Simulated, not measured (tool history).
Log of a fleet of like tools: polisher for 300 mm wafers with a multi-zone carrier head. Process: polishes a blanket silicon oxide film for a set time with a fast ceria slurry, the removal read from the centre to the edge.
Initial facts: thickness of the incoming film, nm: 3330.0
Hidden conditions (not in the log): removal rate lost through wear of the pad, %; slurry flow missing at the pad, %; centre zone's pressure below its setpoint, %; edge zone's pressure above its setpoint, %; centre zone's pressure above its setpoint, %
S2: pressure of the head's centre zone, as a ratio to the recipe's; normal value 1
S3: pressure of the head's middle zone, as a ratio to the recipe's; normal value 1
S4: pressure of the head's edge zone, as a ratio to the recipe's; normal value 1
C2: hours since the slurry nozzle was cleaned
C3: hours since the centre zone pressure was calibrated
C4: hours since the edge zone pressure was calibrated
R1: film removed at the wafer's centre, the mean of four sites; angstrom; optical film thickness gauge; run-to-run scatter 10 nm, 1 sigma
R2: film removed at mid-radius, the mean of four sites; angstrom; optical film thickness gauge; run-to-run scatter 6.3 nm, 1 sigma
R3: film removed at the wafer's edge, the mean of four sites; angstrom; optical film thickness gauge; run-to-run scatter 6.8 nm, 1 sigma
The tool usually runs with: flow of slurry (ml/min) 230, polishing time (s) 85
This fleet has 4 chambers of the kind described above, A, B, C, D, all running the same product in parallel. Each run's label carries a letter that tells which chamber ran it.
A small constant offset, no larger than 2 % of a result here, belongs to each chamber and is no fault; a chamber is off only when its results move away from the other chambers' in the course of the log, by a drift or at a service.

{"run": "1D", "hour": 8.0, "flow of slurry (ml/min)": 230, "S2": 1, "S3": 1, "S4": 1, "polishing time (s)": 85, "wafers polished on this pad": 194, "C2": 248.3, "C3": 128.3, "C4": 227, "R1": 7046.1, "R2": 7101.2, "R3": 6923.8}
{"run": "2B", "hour": 17.1, "flow of slurry (ml/min)": 230, "S2": 1, "S3": 1, "S4": 1, "polishing time (s)": 85, "wafers polished on this pad": 294, "C2": 23.1, "C3": 1204.2, "C4": 101.2, "R1": 7127.7, "R2": 7000.5, "R3": 7125.8}
{"hour": 21.9, "done": "chamber C: edge zone pressure recalibrated"}
{"hour": 25.0, "done": "chamber C: worn pad replaced by a new one"}
{"run": "3C", "hour": 25.6, "flow of slurry (ml/min)": 230, "S2": 1, "S3": 1, "S4": 1, "polishing time (s)": 85, "wafers polished on this pad": 7, "C2": 357.8, "C3": 576.4, "C4": 3.7, "R1": 7107.4, "R2": 7172.7, "R3": 7094.7}
{"run": "4A", "hour": 35.6, "flow of slurry (ml/min)": 230, "S2": 1, "S3": 1, "S4": 1, "polishing time (s)": 85, "wafers polished on this pad": 896, "C2": 321.1, "C3": 667.7, "C4": 634.1, "R1": 7014, "R2": 7078, "R3": 7144}
{"run": "5D", "hour": 44.1, "flow of slurry (ml/min)": 230, "S2": 1, "S3": 1, "S4": 1, "polishing time (s)": 85, "wafers polished on this pad": 575, "C2": 284.4, "C3": 164.4, "C4": 263.1, "R1": 7052.5, "R2": 7007.2, "R3": 7067.9}
{"hour": 51.7, "done": "chamber A: edge zone pressure recalibrated"}
{"run": "6B", "hour": 55.7, "flow of slurry (ml/min)": 230, "S2": 1, "S3": 1, "S4": 1, "polishing time (s)": 85, "wafers polished on this pad": 700, "C2": 61.7, "C3": 1242.8, "C4": 139.8, "R1": 7110.7, "R2": 7123, "R3": 7065.3}
{"run": "7C", "hour": 66.4, "flow of slurry (ml/min)": 230, "S2": 1, "S3": 1, "S4": 1, "polishing time (s)": 85, "wafers polished on this pad": 437, "C2": 398.6, "C3": 617.2, "C4": 44.5, "R1": 7099.9, "R2": 7124.5, "R3": 6953.3}
{"run": "8A", "hour": 75.0, "flow of slurry (ml/min)": 230, "S2": 1, "S3": 1, "S4": 1, "polishing time (s)": 85, "wafers polished on this pad": 1311, "C2": 360.5, "C3": 707.1, "C4": 23.3, "R1": 6821.5, "R2": 7090.1, "R3": 7073.9}
{"hour": 84.3, "done": "chamber D: worn pad replaced by a new one"}
{"hour": 86.2, "done": "chamber B: worn pad replaced by a new one"}
{"run": "9B", "hour": 86.3, "flow of slurry (ml/min)": 230, "S2": 1, "S3": 1, "S4": 1, "polishing time (s)": 85, "wafers polished on this pad": 1, "C2": 92.3, "C3": 1273.4, "C4": 170.4, "R1": 6925.9, "R2": 6976.5, "R3": 7080.5}
{"hour": 89.9, "done": "chamber C: worn pad replaced by a new one"}
{"run": "10D", "hour": 98.4, "flow of slurry (ml/min)": 230, "S2": 1, "S3": 1, "S4": 1, "polishing time (s)": 85, "wafers polished on this pad": 149, "C2": 338.7, "C3": 218.7, "C4": 317.4, "R1": 7079.9, "R2": 7034.5, "R3": 6978.2}
{"run": "11A", "hour": 108.4, "flow of slurry (ml/min)": 230, "S2": 1, "S3": 1, "S4": 1, "polishing time (s)": 85, "wafers polished on this pad": 1663, "C2": 393.9, "C3": 740.5, "C4": 56.7, "R1": 6973.7, "R2": 7024.1, "R3": 7090.3}
{"run": "12C", "hour": 114.1, "flow of slurry (ml/min)": 230, "S2": 1, "S3": 1, "S4": 1, "polishing time (s)": 85, "wafers polished on this pad": 255, "C2": 446.3, "C3": 664.9, "C4": 92.2, "R1": 6833.9, "R2": 7335.3, "R3": 7160.3}
{"run": "13A", "hour": 124.5, "flow of slurry (ml/min)": 230, "S2": 1, "S3": 1, "S4": 1, "polishing time (s)": 85, "wafers polished on this pad": 1833, "C2": 410, "C3": 756.6, "C4": 72.8, "R1": 6833.2, "R2": 6969.8, "R3": 6943.9}
{"run": "14C", "hour": 130.6, "flow of slurry (ml/min)": 175, "S2": 1, "S3": 1, "S4": 1, "polishing time (s)": 85, "wafers polished on this pad": 429, "C2": 462.8, "C3": 681.4, "C4": 108.7, "R1": 6634.2, "R2": 6867.2, "R3": 6849.2}
{"run": "15B", "hour": 141.7, "flow of slurry (ml/min)": 175, "S2": 1, "S3": 1, "S4": 1, "polishing time (s)": 85, "wafers polished on this pad": 585, "C2": 147.7, "C3": 1328.8, "C4": 225.8, "R1": 6748.1, "R2": 6893.3, "R3": 6787.9}
{"run": "16D", "hour": 151.7, "flow of slurry (ml/min)": 175, "S2": 1, "S3": 1, "S4": 1, "polishing time (s)": 85, "wafers polished on this pad": 711, "C2": 392, "C3": 272, "C4": 370.7, "R1": 6648, "R2": 6799.4, "R3": 6792.3}
{"run": "17A", "hour": 161.9, "flow of slurry (ml/min)": 175, "S2": 1, "S3": 1, "S4": 1, "polishing time (s)": 85, "wafers polished on this pad": 2227, "C2": 447.4, "C3": 794, "C4": 110.2, "R1": 6390.4, "R2": 6567, "R3": 6587.5}
{"hour": 162.4, "done": "chamber C: worn pad replaced by a new one"}
{"hour": 164.1, "done": "chamber C: slurry nozzle cleaned"}
{"run": "18C", "hour": 170.4, "flow of slurry (ml/min)": 230, "S2": 1, "S3": 1, "S4": 1, "polishing time (s)": 85, "wafers polished on this pad": 84, "C2": 6.3, "C3": 721.2, "C4": 148.5, "R1": 7081.1, "R2": 7166.8, "R3": 6992.6}
{"hour": 171.9, "done": "chamber D: worn pad replaced by a new one"}
{"run": "19B", "hour": 176.0, "flow of slurry (ml/min)": 230, "S2": 1, "S3": 1, "S4": 1, "polishing time (s)": 85, "wafers polished on this pad": 946, "C2": 182, "C3": 1363.1, "C4": 260.1, "R1": 7048.8, "R2": 7123, "R3": 7125.3}
{"hour": 179.8, "done": "chamber B: worn pad replaced by a new one"}
{"run": "20D", "hour": 187.1, "flow of slurry (ml/min)": 230, "S2": 1, "S3": 1, "S4": 1, "polishing time (s)": 85, "wafers polished on this pad": 160, "C2": 427.4, "C3": 307.4, "C4": 406.1, "R1": 7192.4, "R2": 7013, "R3": 6912.7}
{"run": "21D", "hour": 197.5, "flow of slurry (ml/min)": 230, "S2": 1, "S3": 1, "S4": 1, "polishing time (s)": 85, "wafers polished on this pad": 270, "C2": 437.8, "C3": 317.8, "C4": 416.5, "R1": 7029.6, "R2": 7080.9, "R3": 6994.4}
{"run": "22B", "hour": 210.1, "flow of slurry (ml/min)": 230, "S2": 1, "S3": 1, "S4": 1, "polishing time (s)": 85, "wafers polished on this pad": 319, "C2": 216.1, "C3": 1397.2, "C4": 294.2, "R1": 7066.7, "R2": 7067.8, "R3": 7212.3}
{"run": "23C", "hour": 217.1, "flow of slurry (ml/min)": 230, "S2": 1, "S3": 1, "S4": 1, "polishing time (s)": 85, "wafers polished on this pad": 576, "C2": 53, "C3": 767.9, "C4": 195.2, "R1": 6974.4, "R2": 7102.9, "R3": 7055.2}
{"hour": 222.3, "done": "chamber B: centre zone pressure recalibrated"}
{"hour": 224.1, "done": "chamber C: worn pad replaced by a new one"}
{"run": "24A", "hour": 225.0, "flow of slurry (ml/min)": 230, "S2": 1, "S3": 1, "S4": 1, "polishing time (s)": 59, "wafers polished on this pad": 2892, "C2": 510.5, "C3": 857.1, "C4": 173.3, "R1": 4484.2, "R2": 4581, "R3": 4519.4}
{"run": "25A", "hour": 235.5, "flow of slurry (ml/min)": 230, "S2": 1, "S3": 1, "S4": 1, "polishing time (s)": 59, "wafers polished on this pad": 3003, "C2": 521, "C3": 867.6, "C4": 183.8, "R1": 4495.3, "R2": 4485.4, "R3": 4506.7}
{"hour": 237.5, "done": "chamber B: edge zone pressure recalibrated"}
{"hour": 245.0, "done": "chamber A: slurry nozzle cleaned"}
{"run": "26C", "hour": 245.1, "flow of slurry (ml/min)": 230, "S2": 1, "S3": 1, "S4": 1, "polishing time (s)": 59, "wafers polished on this pad": 222, "C2": 81, "C3": 795.9, "C4": 223.2, "R1": 5069.3, "R2": 4938.6, "R3": 4932.1}
{"hour": 251.8, "done": "chamber D: worn pad replaced by a new one"}
{"run": "27D", "hour": 251.8, "flow of slurry (ml/min)": 230, "S2": 1, "S3": 1, "S4": 1, "polishing time (s)": 59, "wafers polished on this pad": 0, "C2": 492.1, "C3": 372.1, "C4": 470.8, "R1": 4842.3, "R2": 5003.7, "R3": 4915.7}
{"run": "28B", "hour": 260.6, "flow of slurry (ml/min)": 230, "S2": 1, "S3": 1, "S4": 1, "polishing time (s)": 85, "wafers polished on this pad": 851, "C2": 266.6, "C3": 38.4, "C4": 23.1, "R1": 7103.2, "R2": 7164.1, "R3": 7078.7}
{"run": "29C", "hour": 267.6, "flow of slurry (ml/min)": 230, "S2": 1, "S3": 1, "S4": 1, "polishing time (s)": 112, "wafers polished on this pad": 459, "C2": 103.5, "C3": 818.4, "C4": 245.7, "R1": 9409.9, "R2": 9446, "R3": 9026.2}
{"hour": 272.2, "done": "chamber B: worn pad replaced by a new one"}
{"run": "30B", "hour": 275.8, "flow of slurry (ml/min)": 230, "S2": 1, "S3": 1, "S4": 1, "polishing time (s)": 112, "wafers polished on this pad": 38, "C2": 281.8, "C3": 53.6, "C4": 38.3, "R1": 9119.9, "R2": 9411.4, "R3": 9283}
{"run": "31A", "hour": 281.6, "flow of slurry (ml/min)": 230, "S2": 1, "S3": 1, "S4": 1, "polishing time (s)": 112, "wafers polished on this pad": 3488, "C2": 36.6, "C3": 913.7, "C4": 229.9, "R1": 8300.4, "R2": 8276.3, "R3": 8298.4}
{"run": "32D", "hour": 293.4, "flow of slurry (ml/min)": 230, "S2": 1, "S3": 1, "S4": 1, "polishing time (s)": 112, "wafers polished on this pad": 438, "C2": 533.7, "C3": 413.7, "C4": 512.4, "R1": 9332.6, "R2": 9351.9, "R3": 9227.4}
{"run": "33D", "hour": 302.9, "flow of slurry (ml/min)": 230, "S2": 1, "S3": 1, "S4": 1, "polishing time (s)": 85, "wafers polished on this pad": 538, "C2": 543.2, "C3": 423.2, "C4": 521.9, "R1": 7132.2, "R2": 7063.9, "R3": 6960.6}
{"run": "34A", "hour": 315.1, "flow of slurry (ml/min)": 230, "S2": 1, "S3": 1, "S4": 1, "polishing time (s)": 85, "wafers polished on this pad": 3841, "C2": 70.1, "C3": 947.2, "C4": 263.4, "R1": 6168.8, "R2": 6219.2, "R3": 6237.6}

Next, every chamber runs the same settings. What will each give?
{"run": "35A", "hour": 324.3, "flow of slurry (ml/min)": 230, "S2": 1, "S3": 1, "S4": 1.07, "polishing time (s)": 85, "R1": "?", "R2": "?", "R3": "?"}
{"run": "35B", "hour": 324.3, "flow of slurry (ml/min)": 230, "S2": 1, "S3": 1, "S4": 1.07, "polishing time (s)": 85, "R1": "?", "R2": "?", "R3": "?"}
{"run": "35C", "hour": 324.3, "flow of slurry (ml/min)": 230, "S2": 1, "S3": 1, "S4": 1.07, "polishing time (s)": 85, "R1": "?", "R2": "?", "R3": "?"}
{"run": "35D", "hour": 324.3, "flow of slurry (ml/min)": 230, "S2": 1, "S3": 1, "S4": 1.07, "polishing time (s)": 85, "R1": "?", "R2": "?", "R3": "?"}

run=35A R1=6136.2 R2=6214.7 R3=6447.3
run=35B R1=7201.8 R2=7130.6 R3=7321.4
run=35C R1=6776.2 R2=7002.4 R3=7130.2
run=35D R1=7126.5 R2=7144.4 R3=7223.8

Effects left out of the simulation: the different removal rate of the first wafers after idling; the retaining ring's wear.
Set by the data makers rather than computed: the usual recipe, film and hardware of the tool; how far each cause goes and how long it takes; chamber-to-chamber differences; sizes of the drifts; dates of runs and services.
